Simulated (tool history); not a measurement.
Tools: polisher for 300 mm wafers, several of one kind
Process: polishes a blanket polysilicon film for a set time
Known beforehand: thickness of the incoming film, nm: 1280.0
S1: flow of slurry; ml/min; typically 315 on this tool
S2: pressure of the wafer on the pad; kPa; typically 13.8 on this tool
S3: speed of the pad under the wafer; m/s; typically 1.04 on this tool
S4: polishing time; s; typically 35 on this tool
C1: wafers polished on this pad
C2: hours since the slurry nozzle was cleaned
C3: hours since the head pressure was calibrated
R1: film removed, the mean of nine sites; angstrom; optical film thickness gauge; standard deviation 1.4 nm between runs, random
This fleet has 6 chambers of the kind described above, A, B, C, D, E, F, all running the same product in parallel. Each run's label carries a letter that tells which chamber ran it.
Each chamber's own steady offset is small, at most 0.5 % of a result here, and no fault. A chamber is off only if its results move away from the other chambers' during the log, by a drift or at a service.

{"hour": 1.4, "done": "chamber A: head pressure recalibrated"}
{"run": "1D", "hour": 5.5, "S1": 315, "S2": 13.8, "S3": 1.04, "S4": 35, "C1": 140, "C2": 46.9, "C3": 550.6, "R1": 1965.7}
{"hour": 6.8, "done": "chamber E: worn pad replaced by a new one"}
{"hour": 7.1, "done": "chamber C: worn pad replaced by a new one"}
{"run": "2B", "hour": 10.1, "S1": 315, "S2": 13.8, "S3": 1.04, "S4": 35, "C1": 297, "C2": 39.8, "C3": 436.1, "R1": 1975.9}
{"run": "3E", "hour": 15.2, "S1": 315, "S2": 13.8, "S3": 1.04, "S4": 35, "C1": 116, "C2": 272.4, "C3": 701.1, "R1": 1978.3}
{"run": "4F", "hour": 23.8, "S1": 315, "S2": 13.8, "S3": 1.04, "S4": 35, "C1": 455, "C2": 236.8, "C3": 297.5, "R1": 1994.3}
{"run": "5A", "hour": 29.9, "S1": 315, "S2": 13.8, "S3": 1.04, "S4": 35, "C1": 538, "C2": 92.2, "C3": 28.6, "R1": 1990.4}
{"run": "6C", "hour": 34.9, "S1": 315, "S2": 13.8, "S3": 1.04, "S4": 35, "C1": 382, "C2": 97.9, "C3": 393.9, "R1": 1990.7}
{"run": "7E", "hour": 40.2, "S1": 315, "S2": 13.8, "S3": 1.04, "S4": 35, "C1": 459, "C2": 297.4, "C3": 726.1, "R1": 1989.3}
{"hour": 43.4, "done": "chamber B: worn pad replaced by a new one"}
{"hour": 45.3, "done": "chamber F: worn pad replaced by a new one"}
{"hour": 45.8, "done": "chamber A: worn pad replaced by a new one"}
{"run": "8A", "hour": 46.8, "S1": 315, "S2": 13.8, "S3": 1.04, "S4": 35, "C1": 13, "C2": 109.1, "C3": 45.5, "R1": 1974.0}
{"hour": 48.9, "done": "chamber D: worn pad replaced by a new one"}
{"run": "9C", "hour": 54.0, "S1": 315, "S2": 13.8, "S3": 1.04, "S4": 35, "C1": 645, "C2": 117.0, "C3": 413.0, "R1": 1971.9}
{"hour": 56.9, "done": "chamber E: worn pad replaced by a new one"}
{"run": "10D", "hour": 60.1, "S1": 315, "S2": 13.8, "S3": 1.04, "S4": 35, "C1": 154, "C2": 101.5, "C3": 605.2, "R1": 1950.3}
{"run": "11B", "hour": 66.7, "S1": 315, "S2": 13.8, "S3": 1.04, "S4": 35, "C1": 320, "C2": 96.4, "C3": 492.7, "R1": 1967.3}
{"run": "12F", "hour": 75.2, "S1": 315, "S2": 13.8, "S3": 1.04, "S4": 35, "C1": 412, "C2": 288.2, "C3": 348.9, "R1": 2000.0}
{"hour": 75.3, "done": "chamber C: worn pad replaced by a new one"}
{"run": "13B", "hour": 83.2, "S1": 315, "S2": 13.8, "S3": 1.04, "S4": 35, "C1": 547, "C2": 112.9, "C3": 509.2, "R1": 1963.9}
{"run": "14E", "hour": 90.3, "S1": 315, "S2": 13.8, "S3": 1.04, "S4": 35, "C1": 460, "C2": 347.5, "C3": 776.2, "R1": 1954.3}
{"run": "15C", "hour": 95.0, "S1": 245, "S2": 13.8, "S3": 1.04, "S4": 35, "C1": 272, "C2": 158.0, "C3": 454.0, "R1": 1962.6}
{"hour": 98.5, "done": "chamber A: worn pad replaced by a new one"}
{"hour": 99.0, "done": "chamber B: worn pad replaced by a new one"}
{"run": "16A", "hour": 99.8, "S1": 245, "S2": 13.8, "S3": 1.04, "S4": 35, "C1": 18, "C2": 162.1, "C3": 98.5, "R1": 1918.6}
{"run": "17F", "hour": 105.5, "S1": 245, "S2": 13.8, "S3": 1.04, "S4": 35, "C1": 829, "C2": 318.5, "C3": 379.2, "R1": 1942.3}
{"hour": 108.9, "done": "chamber D: worn pad replaced by a new one"}
{"hour": 108.9, "done": "chamber F: worn pad replaced by a new one"}
{"hour": 109.2, "done": "chamber E: worn pad replaced by a new one"}
{"run": "18D", "hour": 113.4, "S1": 245, "S2": 13.8, "S3": 1.04, "S4": 35, "C1": 63, "C2": 154.8, "C3": 658.5, "R1": 1902.1}
{"run": "19F", "hour": 120.8, "S1": 245, "S2": 13.8, "S3": 1.04, "S4": 35, "C1": 164, "C2": 333.8, "C3": 394.5, "R1": 1915.8}
{"run": "20D", "hour": 125.2, "S1": 245, "S2": 13.8, "S3": 1.04, "S4": 35, "C1": 225, "C2": 166.6, "C3": 670.3, "R1": 1940.6}
{"run": "21B", "hour": 131.8, "S1": 255, "S2": 9.7, "S3": 1.04, "S4": 35, "C1": 451, "C2": 161.5, "C3": 557.8, "R1": 1333.4}
{"hour": 136.2, "done": "chamber E: slurry nozzle cleaned"}
{"run": "22E", "hour": 139.6, "S1": 255, "S2": 9.7, "S3": 1.04, "S4": 35, "C1": 419, "C2": 3.4, "C3": 825.5, "R1": 1332.2}
{"run": "23A", "hour": 148.7, "S1": 255, "S2": 9.7, "S3": 1.04, "S4": 35, "C1": 691, "C2": 211.0, "C3": 147.4, "R1": 1355.7}
{"hour": 152.8, "done": "chamber B: worn pad replaced by a new one"}
{"run": "24C", "hour": 155.2, "S1": 255, "S2": 9.7, "S3": 1.04, "S4": 35, "C1": 1100, "C2": 218.2, "C3": 514.2, "R1": 1376.1}
{"hour": 158.1, "done": "chamber C: worn pad replaced by a new one"}
{"run": "25E", "hour": 160.0, "S1": 255, "S2": 9.7, "S3": 1.04, "S4": 35, "C1": 699, "C2": 23.8, "C3": 845.9, "R1": 1350.1}
{"hour": 161.0, "done": "chamber D: worn pad replaced by a new one"}
{"hour": 164.8, "done": "chamber A: worn pad replaced by a new one"}
{"run": "26C", "hour": 165.0, "S1": 255, "S2": 9.7, "S3": 1.04, "S4": 35, "C1": 95, "C2": 228.0, "C3": 524.0, "R1": 1378.5}
{"hour": 165.1, "done": "chamber E: worn pad replaced by a new one"}
{"hour": 165.6, "done": "chamber D: slurry nozzle cleaned"}
{"hour": 167.0, "done": "chamber E: head pressure recalibrated"}
{"run": "27F", "hour": 173.6, "S1": 315, "S2": 13.8, "S3": 1.04, "S4": 35, "C1": 890, "C2": 386.6, "C3": 447.3, "R1": 1959.4}
{"hour": 174.0, "done": "chamber F: worn pad replaced by a new one"}
{"run": "28B", "hour": 180.8, "S1": 315, "S2": 13.8, "S3": 1.04, "S4": 35, "C1": 386, "C2": 210.5, "C3": 606.8, "R1": 1985.0}
{"run": "29A", "hour": 186.7, "S1": 315, "S2": 13.8, "S3": 1.04, "S4": 35, "C1": 302, "C2": 249.0, "C3": 185.4, "R1": 1969.7}
{"hour": 191.3, "done": "chamber B: slurry nozzle cleaned"}
{"run": "30D", "hour": 192.2, "S1": 315, "S2": 13.8, "S3": 1.04, "S4": 35, "C1": 429, "C2": 26.7, "C3": 737.3, "R1": 1951.2}
{"hour": 194.2, "done": "chamber C: slurry nozzle cleaned"}
{"run": "31A", "hour": 200.4, "S1": 240, "S2": 9.7, "S3": 1.04, "S4": 35, "C1": 490, "C2": 262.7, "C3": 199.1, "R1": 1358.2}
{"run": "32D", "hour": 208.6, "S1": 240, "S2": 9.7, "S3": 1.04, "S4": 35, "C1": 654, "C2": 43.1, "C3": 753.7, "R1": 1334.3}
{"hour": 211.7, "done": "chamber D: worn pad replaced by a new one"}
{"hour": 212.5, "done": "chamber B: worn pad replaced by a new one"}
{"run": "33F", "hour": 217.8, "S1": 240, "S2": 9.7, "S3": 1.04, "S4": 35, "C1": 603, "C2": 430.8, "C3": 491.5, "R1": 1341.7}
{"run": "34B", "hour": 223.4, "S1": 240, "S2": 9.7, "S3": 1.04, "S4": 35, "C1": 150, "C2": 32.2, "C3": 649.4, "R1": 1357.1}
{"hour": 226.4, "done": "chamber F: worn pad replaced by a new one"}
{"hour": 226.8, "done": "chamber E: worn pad replaced by a new one"}
{"hour": 228.9, "done": "chamber A: worn pad replaced by a new one"}
{"hour": 230.5, "done": "chamber C: head pressure recalibrated"}
{"run": "35C", "hour": 231.1, "S1": 240, "S2": 9.7, "S3": 1.04, "S4": 35, "C1": 1004, "C2": 36.9, "C3": 0.7, "R1": 1365.6}
{"run": "36E", "hour": 240.3, "S1": 240, "S2": 9.7, "S3": 1.04, "S4": 35, "C1": 186, "C2": 104.1, "C3": 73.3, "R1": 1449.1}
{"hour": 243.5, "done": "chamber C: worn pad replaced by a new one"}
{"run": "37B", "hour": 244.8, "S1": 315, "S2": 13.8, "S3": 1.04, "S4": 35, "C1": 444, "C2": 53.6, "C3": 670.8, "R1": 1983.9}
{"run": "38F", "hour": 253.0, "S1": 315, "S2": 13.8, "S3": 1.04, "S4": 35, "C1": 366, "C2": 466.0, "C3": 526.7, "R1": 2001.7}
{"run": "39D", "hour": 259.1, "S1": 315, "S2": 13.8, "S3": 1.04, "S4": 35, "C1": 652, "C2": 93.6, "C3": 804.2, "R1": 1977.9}
{"run": "40C", "hour": 263.3, "S1": 315, "S2": 13.8, "S3": 1.04, "S4": 35, "C1": 273, "C2": 69.1, "C3": 32.9, "R1": 1996.3}
{"hour": 267.5, "done": "chamber B: worn pad replaced by a new one"}
{"run": "41E", "hour": 268.5, "S1": 315, "S2": 13.8, "S3": 1.04, "S4": 35, "C1": 573, "C2": 132.3, "C3": 101.5, "R1": 2126.4}
{"run": "42A", "hour": 276.2, "S1": 315, "S2": 13.8, "S3": 1.04, "S4": 35, "C1": 651, "C2": 338.5, "C3": 274.9, "R1": 1994.2}
{"run": "43B", "hour": 282.2, "S1": 315, "S2": 13.8, "S3": 1.04, "S4": 35, "C1": 202, "C2": 91.0, "C3": 708.2, "R1": 1968.5}
{"run": "44C", "hour": 288.3, "S1": 315, "S2": 13.8, "S3": 1.04, "S4": 39, "C1": 617, "C2": 94.1, "C3": 57.9, "R1": 2230.4}

Is one chamber out of step, is the gauge drifting, or do the chambers differ by no more than their own small offsets? For an off chamber, give its letter and the likeliest cause.

After it was serviced, chamber E no longer matches the other chambers.
Cause: head's pressure above its setpoint, % = 8.53.

Which of the 4 candidates below, each the usual settings with something changed and its results left as question marks, puts chamber E back in line with what the other chambers give on the usual settings?
To be in line, a result may differ from the other chambers' mean on the usual settings by at most: R1 50.0 angstrom
{"run": "45E-1", "hour": 295.0, "S1": 315, "S2": 14.5, "S3": 1.1, "S4": 37, "R1": "?"}
{"run": "45E-2", "hour": 295.0, "S1": 315, "S2": 13.8, "S3": 1.0, "S4": 34, "R1": "?"}
{"run": "45E-3", "hour": 295.0, "S1": 315, "S2": 13.8, "S3": 1.04, "S4": 38, "R1": "?"}
{"run": "45E-4", "hour": 295.0, "S1": 315, "S2": 13.1, "S3": 1.0, "S4": 33, "R1": "?"}

On the usual settings, the other chambers give on average: R1 1968.9 angstrom
run=45E-1 R1=2488.1
run=45E-2 R1=1978.6
run=45E-3 R1=2299.7
run=45E-4 R1=1823.2
45E-2 is the one that brings the chamber's results back in line with the other chambers.
